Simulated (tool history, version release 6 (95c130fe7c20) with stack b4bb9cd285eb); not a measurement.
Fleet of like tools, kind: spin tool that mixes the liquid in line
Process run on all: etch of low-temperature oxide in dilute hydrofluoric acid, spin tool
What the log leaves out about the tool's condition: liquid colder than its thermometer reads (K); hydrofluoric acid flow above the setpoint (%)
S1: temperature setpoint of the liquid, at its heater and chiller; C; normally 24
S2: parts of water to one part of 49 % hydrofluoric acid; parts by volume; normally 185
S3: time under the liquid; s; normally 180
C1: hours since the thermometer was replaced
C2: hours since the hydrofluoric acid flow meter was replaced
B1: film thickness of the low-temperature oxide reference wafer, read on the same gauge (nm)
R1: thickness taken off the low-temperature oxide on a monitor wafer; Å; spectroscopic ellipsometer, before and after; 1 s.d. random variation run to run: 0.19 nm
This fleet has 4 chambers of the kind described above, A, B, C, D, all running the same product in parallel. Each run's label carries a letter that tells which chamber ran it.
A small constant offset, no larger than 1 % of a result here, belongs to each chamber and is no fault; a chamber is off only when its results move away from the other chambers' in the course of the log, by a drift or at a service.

run   hour  S1   S2   S3      C1      C2      B1       R1
 1B    5.4  24  185  180    52.2   940.6  120.02  192.630
 2A   15.2  24  185  180   407.7   336.9  119.98  192.730
 3C   20.9  24  185  180   956.6   211.7  120.02  184.500
 4D   26.8  24  185  180   551.7  1104.8  119.98  192.570
 5D   35.5  24  185  115   560.4  1113.5  120.01  124.270
 6A   44.7  24  185  115   437.2   366.4  120.00  123.740
 7C   52.4  24  185  115   988.1   243.2  119.98  121.840
 8B   57.4  24  185  115   104.2   992.6  119.99  123.010
 9D   67.2  24  185  180   592.1  1145.2  120.01  189.900
10A   73.7  24  185  180   466.2   395.4  119.97  192.610
11C   82.2  24  185  180  1017.9   273.0  119.99  192.020
12B   89.9  24  185  180   136.7  1025.1  120.00  188.290
13D   95.4  24  185  180   620.3  1173.4  119.98  189.400
14B  105.5  24  185  180   152.3  1040.7  120.00  191.040
15A  115.2  24  185  180   507.7   436.9  120.01  188.380
16C  123.7  24  185  180  1059.4   314.5  120.02  192.570
17C  128.3  24  185  180  1064.0   319.1  120.01  189.880
18B  133.2  24  185  180   180.0  1068.4  120.02  189.120
19A  141.1  24  230   75   533.6   462.8  119.99   58.752
20D  149.9  24  230   75   674.8  1227.9  119.98   62.094
21A  155.3  24  230   75   547.8   477.0  119.98   59.066
22D  161.7  24  230   75   686.6  1239.7  119.97   62.728
23B  168.5  24  185  180   215.3  1103.7  119.99  189.640
24C  176.5  24  185  180  1112.2   367.3  120.02  188.600
25D  185.4  24  185  180   710.3  1263.4  120.02  191.990
26A  192.6  24  185  180   585.1   514.3  120.00  185.850
27C  201.5  24  185  180  1137.2   392.3  120.02  189.630
28B  208.6  24  185  180   255.4  1143.8  120.01  191.100
29A  213.3  24  185   95   605.8   535.0  120.01   96.964
30C  219.1  24  185   95  1154.8   409.9  120.01   99.797
31D  225.2  24  185   95   750.1  1303.2  120.01  101.330
32B  232.1  24  185   95   278.9  1167.3  120.02  101.200
33C  238.3  24  185  180  1174.0   429.1  120.02  187.720

Is one chamber out of step, is the gauge drifting, or do the chambers differ by no more than their own small offsets? For an off chamber, give its letter and the likeliest cause.

One chamber, A, drifts off from the rest bit by bit.
Most likely cause: liquid colder than its thermometer reads (K) = 1.62.
The log may not tell that from: hydrofluoric acid flow below the setpoint (%).

Below are 4 candidate recipes for chamber A's next run, each the usual settings with a change, their results shown as question marks. Which of them brings A's results back in line with what the other chambers give on the usual settings?
Allowed miss from the other chambers' usual-settings mean, per result, to count as in line: R1 6.700 Å
34A-1  245.6  24.0  195  170               ?
34A-2  245.6  24.5  185  200               ?
34A-3  245.6  24.0  185  190               ?
34A-4  245.6  24.0  185  170               ?

Average result of the remaining chambers running the usual settings: R1 191.240 Å
  run       R1
34A-1  160.780
34A-2  205.520
34A-3  191.580
34A-4  171.410
34A-3 puts the chamber back in line with the other chambers.
